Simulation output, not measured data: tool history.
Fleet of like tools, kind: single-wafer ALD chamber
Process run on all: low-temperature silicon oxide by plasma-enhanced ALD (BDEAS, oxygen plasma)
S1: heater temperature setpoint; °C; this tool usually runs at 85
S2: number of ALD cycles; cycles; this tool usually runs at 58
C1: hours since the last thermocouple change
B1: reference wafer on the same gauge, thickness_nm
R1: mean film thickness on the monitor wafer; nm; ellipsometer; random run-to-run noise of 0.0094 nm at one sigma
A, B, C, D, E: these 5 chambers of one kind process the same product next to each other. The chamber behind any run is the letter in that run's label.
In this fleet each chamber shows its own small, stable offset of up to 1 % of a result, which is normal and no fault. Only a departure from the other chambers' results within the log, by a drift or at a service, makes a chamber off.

run   hour  S1  S2      C1      B1      R1
 1A    2.5  85  58  1385.4  8.9223  8.7148
 2B    7.2  85  58     959  8.9227  8.7872
 3E   11.4  85  58     450  8.9234  8.7276
 4D   15.2  85  58  2067.9   8.924  8.6958
 5C   18.3  85  58   635.6  8.9255   8.702
 6A   21.9  85  58  1404.8  8.9269   8.747
 7C   25.8  85  58   643.1  8.9291  8.7093
 8B   30.6  85  58   982.4  8.9296  8.8104
 9E   33.7  81  65   472.3  8.9307  9.9074
10D   37.8  81  65  2090.5  8.9302  9.9036
11D   42.2  81  65  2094.9  8.9357   9.882
12E   45.6  81  65   484.2  8.9341   9.893
13A   48.8  81  65  1431.7  8.9382  9.9568
14C   51.7  85  58     669  8.9377  8.7242
15B   55.7  85  58  1007.5  8.9388  8.8414
16B   60.1  85  58  1011.9  8.9389  8.8085
17C   63.1  85  58   680.4  8.9425  8.7334
18E   66.2  85  58   504.8  8.9382  8.7297
19D   70.2  85  58  2122.9   8.943  8.7095
20A     74  85  58  1456.9  8.9436  8.7629
21E   76.2  85  68   514.8  8.9481   10.24
22D   78.5  85  68  2131.2  8.9457  10.223
23A   80.8  85  68  1463.7  8.9451  10.292
24C   83.7  85  68     701  8.9483  10.235
25B   87.3  85  68  1039.1  8.9465   10.34
26B   89.8  85  58  1041.6  8.9507  8.8091
27D   93.3  97  58    2146  8.9487  8.3528
28E   96.5  97  58   535.1   8.953  8.3754
29C  100.7  97  58     718  8.9539  8.3636
30A  105.2  97  58  1488.1  8.9554  8.4249
31E  109.9  97  58   548.5  8.9563  8.3888
32C  113.3  85  58   730.6  8.9562  8.7462
33B  115.8  85  58  1067.6  8.9558  8.8477
34A  118.4  85  58  1501.3  8.9542  8.7717

Is one chamber off against the others, does the gauge drift, or is nothing wrong? If a chamber is off, say which, and what the likeliest cause is.

The shared gauge is drifting. All chambers look as if they move in step, but none is off.
What lies behind it: gauge reads high (%) = 0.444.

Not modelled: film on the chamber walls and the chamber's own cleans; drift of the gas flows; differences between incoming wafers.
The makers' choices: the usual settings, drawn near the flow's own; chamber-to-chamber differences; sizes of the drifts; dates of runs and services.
